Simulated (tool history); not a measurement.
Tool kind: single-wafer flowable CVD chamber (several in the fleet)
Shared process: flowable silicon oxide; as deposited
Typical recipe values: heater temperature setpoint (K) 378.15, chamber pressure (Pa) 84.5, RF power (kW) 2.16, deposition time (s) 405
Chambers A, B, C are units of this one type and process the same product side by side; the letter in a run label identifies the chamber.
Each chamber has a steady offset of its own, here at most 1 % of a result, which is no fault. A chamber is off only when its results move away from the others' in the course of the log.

run   hour  heater temperature setpoint (K)  chamber pressure (Pa)  RF power (kW)  deposition time (s)  read-back reference wafer on the same gauge, thickness_nm  mean film thickness on the monitor wafer (angstrom)
 1C   13.7                           378.15                   84.5           2.16                  405                                                     149.01                                               1548.4
 2B   24.8                           378.15                   84.5           2.16                  405                                                     148.97                                               1565.3
 3A     33                           378.15                   84.5           2.16                  405                                                     149.01                                               1549.6
 4B   40.2                           378.15                   84.5           2.16                  405                                                     148.99                                               1552.6
 5A   48.9                           378.15                   84.5           2.16                  405                                                     148.87                                                 1544
 6C   59.2                           378.15                   84.5           2.16                  405                                                     149.14                                               1551.7
 7A   69.9                           378.15                   84.5           2.16                  405                                                     148.88                                               1537.7
 8B   78.7                           378.15                   84.5           2.16                  405                                                     149.05                                               1550.2
      82.6  -- chamber B: RF generator calibrated
 9C   86.8                           378.15                   84.5           2.16                  405                                                     148.96                                               1557.2
10B   99.7                           378.15                   84.5           2.16                  405                                                     148.93                                               1560.6
11C    111                           378.15                   84.5           2.16                  405                                                     148.92                                                 1547
     116.4  -- chamber B: thermocouple changed; heater temperature recalibrated
12A  124.3                           378.15                   95.5           2.16                  405                                                     149.02                                               1814.8
13A  132.6                           378.15                   95.5           2.16                  405                                                     149.16                                               1828.6
14B  140.7                           378.15                   95.5           2.16                  405                                                     148.83                                               1918.2
15C  153.8                           378.15                   84.5           2.16                  405                                                     148.96                                               1540.7
16C  165.6                           378.15                   84.5           2.16                  405                                                     148.96                                               1556.9
17A    176                           378.15                   84.5           2.16                  405                                                     149.06                                                 1553
18B  191.5                           378.15                   84.5           2.16                  405                                                     148.79                                               1636.8
19A    203                           378.15                   84.5           2.16                  405                                                     149.04                                               1553.4
20C  213.9                           378.15                   84.5           2.16                  405                                                     149.09                                               1555.2
21B  222.9                           378.15                   84.5           2.16                  405                                                     148.74                                               1645.5
22B  234.8                           378.15                   84.5           2.16                  405                                                     148.92                                               1627.1
23C  243.7                           378.15                   84.5           2.16                  405                                                     148.87                                               1553.5
24A  258.2                           378.15                   84.5           2.16                  405                                                     149.24                                               1553.8
25A  268.9                           378.15                   84.5           2.16                  405                                                     149.14                                               1541.8
26C  283.1                           378.15                   84.5           2.16                  405                                                     149.05                                               1537.1
27B  298.6                           378.15                   84.5           2.16                  405                                                     148.98                                               1634.6
28C  305.5                           378.15                   84.5           2.16                  405                                                     149.01                                               1564.1
29B  312.8                           378.15                   84.5           2.16                  405                                                     149.11                                               1640.3
30A  326.7                           368.15                   84.5          2.395                  405                                                      148.8                                               2180.6
31C  338.3                           368.15                   84.5          2.395                  405                                                     149.01                                               2189.1
32A  352.2                           368.15                   84.5          2.395                  405                                                     149.04                                               2157.3
33B    364                           378.15                   84.5           2.16                  405                                                     148.94                                               1645.9

What goes on in this fleet: one chamber off, a drifting gauge, or nothing beyond the chambers' own small offsets? Name the chamber and the cause, if any.

Chamber B came out of a service off from its peers and stayed that way.
What lies behind it: wafer temperature below the value expected at the setpoint (K) = 1.45.

Here are 4 candidates for chamber B's next run, each the usual settings with a change, their results left as question marks. Which one brings its results back in line with what the others give on the usual settings?
In line means no further than this from the other chambers' mean on the usual settings: mean film thickness on the monitor wafer (angstrom) 26
34B-1  375.4                           379.15                   83.6           2.16                  403                                                                                                               ?
34B-2  375.4                           378.15                   84.5           2.13                  372                                                                                                               ?
34B-3  375.4                           378.15                   88.4           2.17                  414                                                                                                               ?
34B-4  375.4                           377.15                   85.5           2.16                  407                                                                                                               ?

Other chambers, usual settings, mean: mean film thickness on the monitor wafer (angstrom) 1547.3
  run  mean film thickness on the monitor wafer (angstrom)
34B-1                                               1545.6
34B-2                                               1493.2
34B-3                                               1772.7
34B-4                                               1718.8
34B-1 brings the chamber back in line.

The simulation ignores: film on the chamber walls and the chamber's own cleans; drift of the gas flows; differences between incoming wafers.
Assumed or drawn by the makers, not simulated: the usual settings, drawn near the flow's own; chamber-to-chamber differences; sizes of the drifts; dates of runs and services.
